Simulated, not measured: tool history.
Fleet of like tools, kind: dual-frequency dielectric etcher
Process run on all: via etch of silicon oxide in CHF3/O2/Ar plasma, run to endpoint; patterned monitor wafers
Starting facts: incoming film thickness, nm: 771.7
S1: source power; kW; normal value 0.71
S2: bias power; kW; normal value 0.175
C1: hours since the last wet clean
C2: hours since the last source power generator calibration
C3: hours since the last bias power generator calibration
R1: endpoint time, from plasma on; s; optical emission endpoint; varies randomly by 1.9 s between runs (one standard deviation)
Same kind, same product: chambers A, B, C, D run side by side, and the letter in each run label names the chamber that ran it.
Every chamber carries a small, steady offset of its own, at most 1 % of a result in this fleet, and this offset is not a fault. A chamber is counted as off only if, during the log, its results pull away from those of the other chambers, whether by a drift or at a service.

| run | hour | S1 | S2 | C1 | C2 | C3 | R1 |
|---|---|---|---|---|---|---|---|
| 1C | 16.5 | 0.71 | 0.175 | 455.1 | 556.9 | 2428.1 | 365.86 |
|  | 23.8 | chamber C: wet clean of the chamber |
| 2A | 28.2 | 0.71 | 0.175 | 213.2 | 1807.9 | 431.1 | 368.89 |
| 3B | 41.3 | 0.71 | 0.175 | 230.1 | 2005.7 | 2092.6 | 370.8 |
|  | 44.6 | chamber B: source power generator calibrated |
| 4D | 51.1 | 0.71 | 0.175 | 88.1 | 1305.3 | 2315 | 371.27 |
| 5A | 64.5 | 0.71 | 0.175 | 249.5 | 1844.2 | 467.4 | 372.22 |
| 6D | 78.9 | 0.71 | 0.175 | 115.9 | 1333.1 | 2342.8 | 373.89 |
| 7B | 94.6 | 0.71 | 0.147 | 283.4 | 50 | 2145.9 | 391.07 |
|  | 105.8 | chamber A: source power generator calibrated |
| 8C | 105.9 | 0.71 | 0.147 | 82.2 | 646.3 | 2517.5 | 386.83 |
| 9C | 113.8 | 0.71 | 0.147 | 90.1 | 654.2 | 2525.4 | 389.44 |
| 10D | 123.4 | 0.71 | 0.147 | 160.4 | 1377.6 | 2387.3 | 391.14 |
| 11A | 137.1 | 0.71 | 0.175 | 322.1 | 31.4 | 540 | 366.96 |
| 12B | 144.4 | 0.71 | 0.175 | 333.2 | 99.8 | 2195.7 | 372.6 |
| 13B | 153.6 | 0.71 | 0.175 | 342.4 | 109 | 2204.9 | 371.54 |
| 14D | 168 | 0.71 | 0.175 | 205 | 1422.2 | 2431.9 | 372.97 |
| 15A | 183.7 | 0.71 | 0.175 | 368.7 | 78 | 586.6 | 366.46 |
| 16C | 196.9 | 0.71 | 0.175 | 173.2 | 737.3 | 2608.5 | 369.48 |
| 17B | 209.1 | 0.71 | 0.175 | 397.9 | 164.5 | 2260.4 | 373.12 |
| 18A | 216.2 | 0.71 | 0.175 | 401.2 | 110.5 | 619.1 | 369.79 |
| 19D | 228.5 | 0.71 | 0.175 | 265.5 | 1482.7 | 2492.4 | 368.97 |
| 20C | 239.5 | 0.71 | 0.175 | 215.8 | 779.9 | 2651.1 | 368.3 |
| 21B | 248.3 | 0.71 | 0.175 | 437.1 | 203.7 | 2299.6 | 374.57 |
| 22A | 256.1 | 0.71 | 0.175 | 441.1 | 150.4 | 659 | 366.94 |
| 23D | 270.5 | 0.71 | 0.175 | 307.5 | 1524.7 | 2534.4 | 370.95 |
| 24C | 279.7 | 0.71 | 0.175 | 256 | 820.1 | 2691.3 | 368.91 |
| 25D | 294.2 | 0.71 | 0.175 | 331.2 | 1548.4 | 2558.1 | 371.06 |
| 26C | 310.1 | 0.71 | 0.175 | 286.4 | 850.5 | 2721.7 | 368.62 |
| 27B | 319.4 | 0.71 | 0.175 | 508.2 | 274.8 | 2370.7 | 372.21 |
| 28A | 329.4 | 0.71 | 0.175 | 514.4 | 223.7 | 732.3 | 367.62 |
|  | 336.8 | chamber B: wet clean of the chamber |
| 29D | 342.6 | 0.71 | 0.175 | 379.6 | 1596.8 | 2606.5 | 370.17 |
| 30C | 353.5 | 0.71 | 0.175 | 329.8 | 893.9 | 2765.1 | 368.52 |
| 31A | 364.4 | 0.71 | 0.175 | 549.4 | 258.7 | 767.3 | 367.9 |
| 32B | 376.2 | 0.71 | 0.175 | 39.5 | 331.6 | 2427.5 | 369.77 |
| 33D | 388.1 | 0.71 | 0.175 | 425.1 | 1642.3 | 2652 | 366.29 |
| 34C | 404.5 | 0.71 | 0.175 | 380.8 | 944.9 | 2816.1 | 365.87 |
| 35B | 417.9 | 0.71 | 0.175 | 81.2 | 373.3 | 2469.2 | 369.51 |
| 36A | 427.9 | 0.71 | 0.175 | 612.9 | 322.2 | 830.8 | 369.33 |
| 37C | 437 | 0.6 | 0.216 | 413.3 | 977.4 | 2848.6 | 364.56 |
| 38B | 447.3 | 0.6 | 0.216 | 110.6 | 402.7 | 2498.6 | 367.04 |
| 39A | 459.9 | 0.6 | 0.216 | 644.9 | 354.2 | 862.8 | 362.78 |

Next, all 4 chambers run the settings below, one line each with question marks for the results. What does each chamber give?
| 40A | 471.7 | 0.71 | 0.197 |  |  |  | ? |
| 40B | 471.7 | 0.71 | 0.197 |  |  |  | ? |
| 40C | 471.7 | 0.71 | 0.197 |  |  |  | ? |
| 40D | 471.7 | 0.71 | 0.197 |  |  |  | ? |

| run | R1 |
|---|---|
| 40A | 355.96 |
| 40B | 359.48 |
| 40C | 353.06 |
| 40D | 356.6 |
